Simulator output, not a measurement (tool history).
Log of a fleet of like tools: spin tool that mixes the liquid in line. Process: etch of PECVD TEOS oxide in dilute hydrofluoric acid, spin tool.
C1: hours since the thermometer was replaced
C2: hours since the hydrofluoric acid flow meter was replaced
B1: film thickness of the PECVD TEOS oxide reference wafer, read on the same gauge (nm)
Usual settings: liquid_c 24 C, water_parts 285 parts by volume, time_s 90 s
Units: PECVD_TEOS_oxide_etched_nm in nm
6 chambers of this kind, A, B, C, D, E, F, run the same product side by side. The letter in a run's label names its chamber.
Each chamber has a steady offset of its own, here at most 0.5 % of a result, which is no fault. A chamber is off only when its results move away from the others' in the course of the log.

Run 1F, hour 7.6: usual settings; C1 63.3; C2 133.8; B1 49.997. Result: PECVD_TEOS_oxide_etched_nm 4.1067 nm.
Run 2D, hour 16.1: usual settings; C1 69.6; C2 78.1; B1 49.991. Result: PECVD_TEOS_oxide_etched_nm 4.106 nm.
Run 3E, hour 22.5: usual settings; C1 1424.3; C2 724.1; B1 50.008. Result: PECVD_TEOS_oxide_etched_nm 4.097 nm.
At hour 31.1: chamber B: thermometer replaced.
Run 4C, hour 32.2: usual settings; C1 955.5; C2 458.2; B1 50.001. Result: PECVD_TEOS_oxide_etched_nm 4.1094 nm.
Run 5B, hour 42.1: usual settings; C1 11.1; C2 144.5; B1 49.988. Result: PECVD_TEOS_oxide_etched_nm 4.0199 nm.
Run 6A, hour 52.9: usual settings but time_s 140 s; C1 1781.5; C2 139.5; B1 49.991. Result: PECVD_TEOS_oxide_etched_nm 6.4377 nm.
Run 7C, hour 58.3: usual settings but time_s 140 s; C1 981.6; C2 484.3; B1 50.018. Result: PECVD_TEOS_oxide_etched_nm 6.2774 nm.
Run 8F, hour 64.5: usual settings but time_s 140 s; C1 120.2; C2 190.7; B1 50.006. Result: PECVD_TEOS_oxide_etched_nm 6.3475 nm.
Run 9A, hour 71: usual settings but time_s 140 s; C1 1799.6; C2 157.6; B1 50.031. Result: PECVD_TEOS_oxide_etched_nm 6.3362 nm.
Run 10E, hour 79.9: usual settings but time_s 140 s; C1 1481.7; C2 781.5; B1 49.996. Result: PECVD_TEOS_oxide_etched_nm 6.4457 nm.
Run 11D, hour 89.8: usual settings but time_s 140 s; C1 143.3; C2 151.8; B1 49.995. Result: PECVD_TEOS_oxide_etched_nm 6.4101 nm.
Run 12B, hour 97.6: usual settings; C1 66.6; C2 200; B1 50.013. Result: PECVD_TEOS_oxide_etched_nm 4.0908 nm.
Run 13A, hour 108.3: usual settings; C1 1836.9; C2 194.9; B1 49.998. Result: PECVD_TEOS_oxide_etched_nm 4.0733 nm.
Run 14E, hour 119.2: usual settings; C1 1521; C2 820.8; B1 49.982. Result: PECVD_TEOS_oxide_etched_nm 4.13 nm.
Run 15F, hour 127.4: usual settings; C1 183.1; C2 253.6; B1 50.02. Result: PECVD_TEOS_oxide_etched_nm 4.0766 nm.
Run 16D, hour 134.2: usual settings; C1 187.7; C2 196.2; B1 49.999. Result: PECVD_TEOS_oxide_etched_nm 4.1516 nm.
Run 17B, hour 140.1: usual settings but liquid_c 20.5 C, time_s 135 s; C1 109.1; C2 242.5; B1 49.993. Result: PECVD_TEOS_oxide_etched_nm 5.3347 nm.
Run 18C, hour 148.1: usual settings but liquid_c 20.5 C, time_s 135 s; C1 1071.4; C2 574.1; B1 49.982. Result: PECVD_TEOS_oxide_etched_nm 5.3875 nm.
Run 19E, hour 155.3: usual settings but liquid_c 20.5 C, time_s 135 s; C1 1557.1; C2 856.9; B1 49.999. Result: PECVD_TEOS_oxide_etched_nm 5.3373 nm.
Run 20F, hour 164.1: usual settings but liquid_c 20.5 C, time_s 135 s; C1 219.8; C2 290.3; B1 49.99. Result: PECVD_TEOS_oxide_etched_nm 5.4669 nm.
Run 21B, hour 170.5: usual settings but liquid_c 20.5 C, time_s 135 s; C1 139.5; C2 272.9; B1 49.999. Result: PECVD_TEOS_oxide_etched_nm 5.4108 nm.
Run 22D, hour 179.7: usual settings but liquid_c 20.5 C, time_s 135 s; C1 233.2; C2 241.7; B1 50.02. Result: PECVD_TEOS_oxide_etched_nm 5.4759 nm.
Run 23A, hour 190.5: usual settings; C1 1919.1; C2 277.1; B1 49.975. Result: PECVD_TEOS_oxide_etched_nm 4.0328 nm.
Run 24C, hour 202: usual settings; C1 1125.3; C2 628; B1 50.001. Result: PECVD_TEOS_oxide_etched_nm 4.0789 nm.
Run 25D, hour 209: usual settings; C1 262.5; C2 271; B1 50.013. Result: PECVD_TEOS_oxide_etched_nm 4.1458 nm.
Run 26C, hour 218.9: usual settings; C1 1142.2; C2 644.9; B1 49.993. Result: PECVD_TEOS_oxide_etched_nm 4.1189 nm.
Run 27E, hour 225.9: usual settings but time_s 60 s; C1 1627.7; C2 927.5; B1 50. Result: PECVD_TEOS_oxide_etched_nm 2.7201 nm.
Run 28B, hour 237.4: usual settings but time_s 60 s; C1 206.4; C2 339.8; B1 49.996. Result: PECVD_TEOS_oxide_etched_nm 2.7077 nm.
Run 29A, hour 244.8: usual settings but time_s 60 s; C1 1973.4; C2 331.4; B1 50.029. Result: PECVD_TEOS_oxide_etched_nm 2.7015 nm.
Run 30F, hour 252.6: usual settings but time_s 60 s; C1 308.3; C2 378.8; B1 49.988. Result: PECVD_TEOS_oxide_etched_nm 2.6808 nm.
Run 31B, hour 262.3: usual settings but time_s 60 s; C1 231.3; C2 364.7; B1 49.978. Result: PECVD_TEOS_oxide_etched_nm 2.7474 nm.
Run 32C, hour 270.7: usual settings but time_s 60 s; C1 1194; C2 696.7; B1 49.97. Result: PECVD_TEOS_oxide_etched_nm 2.7323 nm.
Run 33F, hour 281.3: usual settings; C1 337; C2 407.5; B1 50.034. Result: PECVD_TEOS_oxide_etched_nm 4.0903 nm.
Run 34A, hour 291.5: usual settings; C1 2020.1; C2 378.1; B1 49.99. Result: PECVD_TEOS_oxide_etched_nm 4.0786 nm.
Run 35E, hour 297: usual settings; C1 1698.8; C2 998.6; B1 50.002. Result: PECVD_TEOS_oxide_etched_nm 4.11 nm.
Run 36D, hour 306.9: usual settings but water_parts 215 parts by volume, time_s 40 s; C1 360.4; C2 368.9; B1 49.973. Result: PECVD_TEOS_oxide_etched_nm 2.5757 nm.
Run 37C, hour 316.6: usual settings but water_parts 215 parts by volume, time_s 40 s; C1 1239.9; C2 742.6; B1 50.008. Result: PECVD_TEOS_oxide_etched_nm 2.5631 nm.
Run 38E, hour 325: usual settings but water_parts 215 parts by volume, time_s 40 s; C1 1726.8; C2 1026.6; B1 49.992. Result: PECVD_TEOS_oxide_etched_nm 2.6017 nm.
Run 39F, hour 335.3: usual settings but water_parts 215 parts by volume, time_s 40 s; C1 391; C2 461.5; B1 50.022. Result: PECVD_TEOS_oxide_etched_nm 2.5568 nm.
Run 40A, hour 343.3: usual settings but water_parts 215 parts by volume, time_s 40 s; C1 2071.9; C2 429.9; B1 50.001. Result: PECVD_TEOS_oxide_etched_nm 2.6419 nm.

What goes on in this fleet: one chamber off, a drifting gauge, or nothing beyond the chambers' own small offsets? Name the chamber and the cause, if any.

No chamber stands off beyond its own small offset, and the gauge holds steady.

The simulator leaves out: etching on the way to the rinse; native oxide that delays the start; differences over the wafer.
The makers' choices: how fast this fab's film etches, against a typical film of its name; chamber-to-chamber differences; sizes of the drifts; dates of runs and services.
